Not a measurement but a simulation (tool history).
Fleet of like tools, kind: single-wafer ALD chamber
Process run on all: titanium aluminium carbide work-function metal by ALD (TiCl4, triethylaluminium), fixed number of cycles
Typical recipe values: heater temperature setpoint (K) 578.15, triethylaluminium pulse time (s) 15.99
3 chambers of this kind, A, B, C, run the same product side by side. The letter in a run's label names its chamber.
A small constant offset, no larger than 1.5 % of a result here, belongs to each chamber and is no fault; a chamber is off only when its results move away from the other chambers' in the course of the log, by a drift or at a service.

run	day	heater temperature setpoint (K)	triethylaluminium pulse time (s)	hours since the last thermocouple change	hours since the last triethylaluminium bottle change	read-back reference wafer on the same gauge, thickness_nm	mean film thickness on the monitor wafer (Å)
1B	0.321	578.15	15.99	515.2	1514.5	2.4807	20.725
2A	0.538	578.15	15.99	15.4	1277.6	2.4808	20.764
3C	0.821	578.15	15.99	2179	246.2	2.4816	21.195
4A	0.975	578.15	15.99	25.9	1288.1	2.4818	20.795
5C	1.154	578.15	15.99	2187	254.2	2.481	21.156
6B	1.45	578.15	15.99	542.3	1541.6	2.4823	20.701
7C	1.738	578.15	15.99	2201	268.2	2.4828	21.161
8A	1.958	578.15	15.99	49.5	1311.7	2.4828	20.777
9B	2.225	578.15	15.99	560.9	1560.2	2.4835	20.757
10B	2.45	578.15	15.99	566.3	1565.6	2.4838	20.742
11C	2.783	578.15	15.99	2226.1	293.3	2.4837	21.134
12A	2.958	578.15	15.99	73.5	1335.7	2.4844	20.785
13A	3.183	578.15	15.99	78.9	1341.1	2.4844	20.78
14B	3.342	566.15	11.21	587.7	1587	2.4845	19.387
15C	3.554	566.15	11.21	2244.6	311.8	2.485	19.76
# day 3.788: chamber C: thermocouple changed; heater temperature recalibrated
16B	3.808	566.15	11.21	598.9	1598.2	2.4853	19.354
17C	4.125	578.15	15.99	8.2	325.5	2.486	21.188
18A	4.329	578.15	15.99	106.4	1368.6	2.4864	20.789
19B	4.583	578.15	15.99	617.5	1616.8	2.4865	20.767
20C	4.9	578.15	15.99	26.8	344.1	2.4875	21.246
21A	5.129	578.15	15.99	125.6	1387.8	2.4872	20.814
22B	5.292	578.15	15.99	634.5	1633.8	2.487	20.771
23C	5.583	570.15	19.83	43.2	360.5	2.4877	20.585
24A	5.817	570.15	19.83	142.1	1404.3	2.4878	20.182
25B	6.062	570.15	19.83	653	1652.3	2.4887	20.146
26C	6.333	578.15	15.99	61.2	378.5	2.4887	21.207
27A	6.604	583.15	11.66	161	1423.2	2.489	20.962
28B	6.804	583.15	11.66	670.8	1670.1	2.4896	20.901
29C	7.029	583.15	11.66	77.9	395.2	2.4896	21.384
30A	7.208	578.15	15.99	175.5	1437.7	2.4895	20.827

One chamber off, gauge drift, or nothing amiss beyond the chambers' own small offsets? If it is a chamber, which one, and what is the likeliest cause?

Gauge drift. The chambers move together only on paper, and none stands off.
What lies behind it: gauge reads high (%) = 0.428.
